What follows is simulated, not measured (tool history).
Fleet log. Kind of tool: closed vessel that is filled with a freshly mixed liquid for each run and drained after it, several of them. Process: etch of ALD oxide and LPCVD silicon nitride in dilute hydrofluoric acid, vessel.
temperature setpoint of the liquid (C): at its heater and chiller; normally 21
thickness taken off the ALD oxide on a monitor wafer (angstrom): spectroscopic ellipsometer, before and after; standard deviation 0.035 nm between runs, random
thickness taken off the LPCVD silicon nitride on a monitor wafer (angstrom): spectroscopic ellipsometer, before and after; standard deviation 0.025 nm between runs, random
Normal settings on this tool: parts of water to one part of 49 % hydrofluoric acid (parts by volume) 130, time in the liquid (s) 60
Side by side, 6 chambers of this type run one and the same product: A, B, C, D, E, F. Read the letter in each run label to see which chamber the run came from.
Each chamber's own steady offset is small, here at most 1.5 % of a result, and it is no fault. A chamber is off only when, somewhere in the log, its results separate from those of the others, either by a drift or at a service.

run   hour  temperature setpoint of the liquid (C)  parts of water to one part of 49 % hydrofluoric acid (parts by volume)  time in the liquid (s)  hours since the thermometer was replaced  hours since the hydrofluoric acid flow meter was replaced  read-back film thickness of the ALD oxide reference wafer, read on the same gauge (nm)  read-back film thickness of the LPCVD silicon nitride reference wafer, read on the same gauge (nm)  thickness taken off the ALD oxide on a monitor wafer (angstrom)  thickness taken off the LPCVD silicon nitride on a monitor wafer (angstrom)
 1A    3.3                                      21                                                                     130                      60                                     166.1                                                      196.2                                                                                  139.98                                                                                              130.02                                                            110.5                                                                       1.8536
 2B    8.8                                      21                                                                     130                      60                                     144.4                                                      242.5                                                                                  140.01                                                                                              130.02                                                           111.01                                                                       1.4936
 3E   12.6                                      21                                                                     130                      60                                     907.1                                                      247.7                                                                                  139.99                                                                                              129.97                                                           111.25                                                                       1.7295
 4C   18.2                                      21                                                                     130                      60                                    1613.8                                                     1763.5                                                                                     140                                                                                              130.01                                                           110.67                                                                       1.8962
 5D   22.6                                      21                                                                     130                      60                                     156.3                                                      187.8                                                                                  140.01                                                                                              129.99                                                           111.45                                                                       1.6892
 6F   28.2                                      21                                                                     130                      60                                    2240.1                                                      493.4                                                                                  139.98                                                                                              130.01                                                           111.45                                                                        1.688
 7B   32.4                                      21                                                                     130                      60                                       168                                                      266.1                                                                                     140                                                                                              129.97                                                           110.42                                                                       2.3803
 8E   38.3                                      21                                                                     130                      60                                     932.8                                                      273.4                                                                                  140.01                                                                                              129.98                                                            111.5                                                                       1.6451
 9C   42.6                                      21                                                                     130                      60                                    1638.2                                                     1787.9                                                                                  140.03                                                                                              129.99                                                           111.35                                                                       1.5892
10F   46.9                                      21                                                                     130                      60                                    2258.8                                                      512.1                                                                                  140.02                                                                                                 130                                                           111.53                                                                        1.883
11A   51.9                                      21                                                                     130                      60                                     214.7                                                      244.8                                                                                  139.99                                                                                              130.02                                                           110.89                                                                       1.8598
12D   56.9                                      21                                                                     160                      60                                     190.6                                                      222.1                                                                                  139.98                                                                                              129.98                                                           87.578                                                                       1.4531
13D   62.2                                      21                                                                     160                      60                                     195.9                                                      227.4                                                                                     140                                                                                                 130                                                           87.001                                                                       1.5632
14F   65.4                                      21                                                                     160                      60                                    2277.3                                                      530.6                                                                                  140.01                                                                                                 130                                                           88.109                                                                       1.6402
15E   70.2                                      21                                                                     160                      60                                     964.7                                                      305.3                                                                                  140.01                                                                                              130.01                                                           87.248                                                                       1.5553
16A   74.7                                      21                                                                     160                      60                                     237.5                                                      267.6                                                                                  139.99                                                                                              130.04                                                            86.76                                                                       1.6065
17C   79.9                                      21                                                                     160                      60                                    1675.5                                                     1825.2                                                                                  140.03                                                                                              129.98                                                           87.477                                                                        1.633
18B   83.9                                      21                                                                     130                      60                                     219.5                                                      317.6                                                                                     140                                                                                              129.98                                                           110.74                                                                       1.7933
19B   86.9                                    23.5                                                                     130                      75                                     222.5                                                      320.6                                                                                  140.01                                                                                              130.02                                                           152.68                                                                       2.2396
20D   92.1                                    23.5                                                                     130                      75                                     225.8                                                      257.3                                                                                     140                                                                                              130.02                                                           152.02                                                                       2.8082
      94.5  -- chamber F: thermometer replaced
21C   95.8                                    23.5                                                                     130                      75                                    1691.4                                                     1841.1                                                                                  139.99                                                                                              130.02                                                           152.31                                                                       1.9735
22A   99.3                                    23.5                                                                     130                      75                                     262.1                                                      292.2                                                                                  140.02                                                                                              129.98                                                           150.34                                                                        2.508
23E    102                                    23.5                                                                     130                      75                                     996.5                                                      337.1                                                                                  139.97                                                                                              130.02                                                           152.98                                                                       2.1707
24F  107.2                                    23.5                                                                     130                      75                                      12.8                                                      572.4                                                                                  140.02                                                                                              129.99                                                           154.08                                                                       3.2105
25D  111.5                                      21                                                                     130                      60                                     245.2                                                      276.7                                                                                  140.03                                                                                              130.02                                                           110.58                                                                        1.636
26F  114.4                                      21                                                                     130                      60                                        20                                                      579.6                                                                                  139.97                                                                                                 130                                                           111.29                                                                        1.553
27E  119.8                                      21                                                                     130                      60                                    1014.3                                                      354.9                                                                                  139.98                                                                                              129.97                                                           111.42                                                                        2.024
28A  123.8                                      21                                                                     130                      60                                     286.6                                                      316.7                                                                                  139.99                                                                                              129.98                                                           108.22                                                                       1.9001
29C    127                                      21                                                                     130                      60                                    1722.6                                                     1872.3                                                                                  140.01                                                                                                 130                                                           110.66                                                                       1.6387
30B  132.4                                    18.5                                                                     130                      60                                       268                                                      366.1                                                                                  140.01                                                                                                 130                                                           100.51                                                                       1.4999
31E  136.2                                    18.5                                                                     130                      60                                    1030.7                                                      371.3                                                                                  140.04                                                                                              129.99                                                           100.37                                                                      0.99718
32A  142.1                                    18.5                                                                     130                      60                                     304.9                                                        335                                                                                  140.03                                                                                              130.01                                                           97.414                                                                       1.5579
33B  146.2                                    18.5                                                                     130                      60                                     281.8                                                      379.9                                                                                     140                                                                                              129.99                                                           100.06                                                                       1.5325
34D  151.8                                    18.5                                                                     130                      60                                     285.5                                                        317                                                                                  139.97                                                                                              130.01                                                           100.16                                                                        1.654
35C  155.9                                    18.5                                                                     130                      60                                    1751.5                                                     1901.2                                                                                  140.02                                                                                              129.97                                                           100.01                                                                        1.607
36F  161.6                                      21                                                                     130                      60                                      67.2                                                      626.8                                                                                     140                                                                                              129.99                                                           111.44                                                                       1.6426
37C  167.2                                      21                                                                     130                      60                                    1762.8                                                     1912.5                                                                                  139.99                                                                                                 130                                                           110.96                                                                        1.629
38A  170.1                                      21                                                                     130                      60                                     332.9                                                        363                                                                                  139.96                                                                                              130.04                                                           106.65                                                                       1.9067
39F  174.4                                      21                                                                     130                      60                                        80                                                      639.6                                                                                  139.97                                                                                                 130                                                           111.48                                                                       1.9277
40B  179.4                                      21                                                                     130                      60                                       315                                                      413.1                                                                                  139.98                                                                                              130.01                                                           110.32                                                                       2.1984

Decide between three cases: one chamber stands off from its peers, the gauge reading all wafers drifts, or nothing is wrong past each chamber's small offset. Where a chamber is off, say which and what most likely put it there.

One chamber, A, drifts off from the rest bit by bit.
What lies behind it: hydrofluoric acid flow below the setpoint (%) = 3.9.

Chamber A could run next with any of the 4 candidate recipes listed below; each alters the usual settings, and their results appear as question marks. Which one brings its results back in line with what the other chambers deliver on the usual settings?
To be in line, a result may differ from the other chambers' mean on the usual settings by at most: thickness taken off the ALD oxide on a monitor wafer (angstrom) 1.2; thickness taken off the LPCVD silicon nitride on a monitor wafer (angstrom) 0.89
41A-1  183.8                                      21                                                                     125                      60                                                                                                                                                                                                                                                                                                                                                                 ?                                                                            ?
41A-2  183.8                                      21                                                                     135                      60                                                                                                                                                                                                                                                                                                                                                                 ?                                                                            ?
41A-3  183.8                                    20.5                                                                     125                      60                                                                                                                                                                                                                                                                                                                                                                 ?                                                                            ?
41A-4  183.8                                    21.5                                                                     135                      60                                                                                                                                                                                                                                                                                                                                                                 ?                                                                            ?

Average result of the remaining chambers running the usual settings: thickness taken off the ALD oxide on a monitor wafer (angstrom) 110.91; thickness taken off the LPCVD silicon nitride on a monitor wafer (angstrom) 1.835
  run  thickness taken off the ALD oxide on a monitor wafer (angstrom)  thickness taken off the LPCVD silicon nitride on a monitor wafer (angstrom)
41A-1                                                           110.82                                                                       1.8317
41A-2                                                           101.39                                                                       1.6978
41A-3                                                           108.67                                                                       1.7727
41A-4                                                           103.37                                                                       1.7539
41A-1 puts the chamber back in line with the other chambers.

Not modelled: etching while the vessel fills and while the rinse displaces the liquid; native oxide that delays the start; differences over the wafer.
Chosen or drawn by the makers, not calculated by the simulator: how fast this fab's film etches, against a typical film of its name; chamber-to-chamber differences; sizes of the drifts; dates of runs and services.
